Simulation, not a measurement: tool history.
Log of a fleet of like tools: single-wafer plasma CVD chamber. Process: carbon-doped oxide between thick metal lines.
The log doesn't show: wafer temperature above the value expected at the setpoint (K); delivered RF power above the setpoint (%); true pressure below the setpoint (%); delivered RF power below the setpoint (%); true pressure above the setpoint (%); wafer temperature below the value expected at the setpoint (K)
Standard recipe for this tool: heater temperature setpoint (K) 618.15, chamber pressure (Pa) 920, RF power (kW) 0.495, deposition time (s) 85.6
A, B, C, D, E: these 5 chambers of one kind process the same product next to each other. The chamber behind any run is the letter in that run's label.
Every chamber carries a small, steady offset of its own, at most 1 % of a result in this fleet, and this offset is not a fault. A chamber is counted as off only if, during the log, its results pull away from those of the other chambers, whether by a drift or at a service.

run	day	heater temperature setpoint (K)	chamber pressure (Pa)	RF power (kW)	deposition time (s)	hours since the last thermocouple change	hours since the last RF generator calibration	hours since the last manometer calibration	read-back reference wafer on the same gauge, thickness_nm	mean film thickness on the monitor wafer (angstrom)
1D	0.483	618.15	920	0.495	85.6	561.4	556.3	410.3	536.14	4551.6
2E	0.742	618.15	920	0.495	85.6	1607.3	992.8	314.4	534.52	4545.7
3A	1.096	618.15	920	0.495	85.6	1002.2	1402	1066.2	535.14	4508.7
4C	1.458	618.15	920	0.495	85.6	210.3	549.1	882.9	534.99	4548.1
5B	1.883	618.15	920	0.53	85.6	121.2	833.4	216.5	535.42	4653.5
6E	2.304	618.15	920	0.53	85.6	1644.8	1030.3	351.9	534.45	4763.9
7C	2.621	618.15	920	0.53	85.6	238.2	577	910.8	535.16	4762
8B	3.117	618.15	920	0.53	85.6	150.8	863	246.1	535.75	4710
9D	3.45	618.15	920	0.53	85.6	632.6	627.5	481.5	534.77	4746.7
10A	4.017	618.15	920	0.495	85.6	1072.3	1472.1	1136.3	535.52	4564.6
11B	4.375	618.15	920	0.495	85.6	181	893.2	276.3	534.81	4467.6
12A	4.825	618.15	920	0.495	85.6	1091.7	1491.5	1155.7	535.1	4571.4
13C	5.354	618.15	920	0.495	85.6	303.8	642.6	976.4	535.14	4528.3
14D	5.633	618.15	920	0.495	85.6	685	679.9	533.9	535.26	4547.6
15E	6.179	618.15	920	0.495	85.6	1737.8	1123.3	444.9	534.67	4563.1
16D	6.492	618.15	920	0.495	85.6	705.6	700.5	554.5	534.89	4504.3
17E	6.796	618.15	920	0.495	85.6	1752.6	1138.1	459.7	534.28	4522.9
18A	7.246	624.15	920	0.495	85.6	1149.8	1549.6	1213.8	535.29	4415.2
19C	7.583	624.15	920	0.495	85.6	357.3	696.1	1029.9	534.57	4436.4
20B	7.942	624.15	920	0.495	85.6	266.6	978.8	361.9	535.78	4364.9
21D	8.383	624.15	920	0.495	85.6	751	745.9	599.9	534.79	4460.4
22B	8.892	624.15	920	0.495	85.6	289.4	1001.6	384.7	535.1	4420.2
23C	9.179	618.15	920	0.495	85.6	395.6	734.4	1068.2	535.22	4536.6
24A	9.671	618.15	920	0.495	85.6	1208	1607.8	1272	535.75	4530.9
25E	9.996	618.15	920	0.495	85.6	1829.4	1214.9	536.5	534.26	4545.1
26E	10.417	618.15	920	0.495	85.6	1839.5	1225	546.6	534.82	4539.2
27D	10.696	618.15	920	0.495	85.6	806.5	801.4	655.4	534.91	4586.4
28C	11.142	618.15	700	0.495	85.6	442.7	781.5	1115.3	535.22	4417.3
29B	11.642	618.15	700	0.495	85.6	355.4	1067.6	450.7	535.34	4331.2
# day 11.817: chamber A: RF generator calibrated
30A	11.904	618.15	700	0.495	85.6	1261.6	2.2	1325.6	534.72	4336.4
31A	12.221	618.15	700	0.495	85.6	1269.2	9.8	1333.2	534.85	4343.8
32C	12.771	618.15	700	0.495	85.6	481.8	820.6	1154.4	534.4	4406.5

What goes on in this fleet: one chamber off, a drifting gauge, or nothing beyond the chambers' own small offsets? Name the chamber and the cause, if any.

No chamber is off and the gauge is stable; the differences are just each chamber's small, constant offset.

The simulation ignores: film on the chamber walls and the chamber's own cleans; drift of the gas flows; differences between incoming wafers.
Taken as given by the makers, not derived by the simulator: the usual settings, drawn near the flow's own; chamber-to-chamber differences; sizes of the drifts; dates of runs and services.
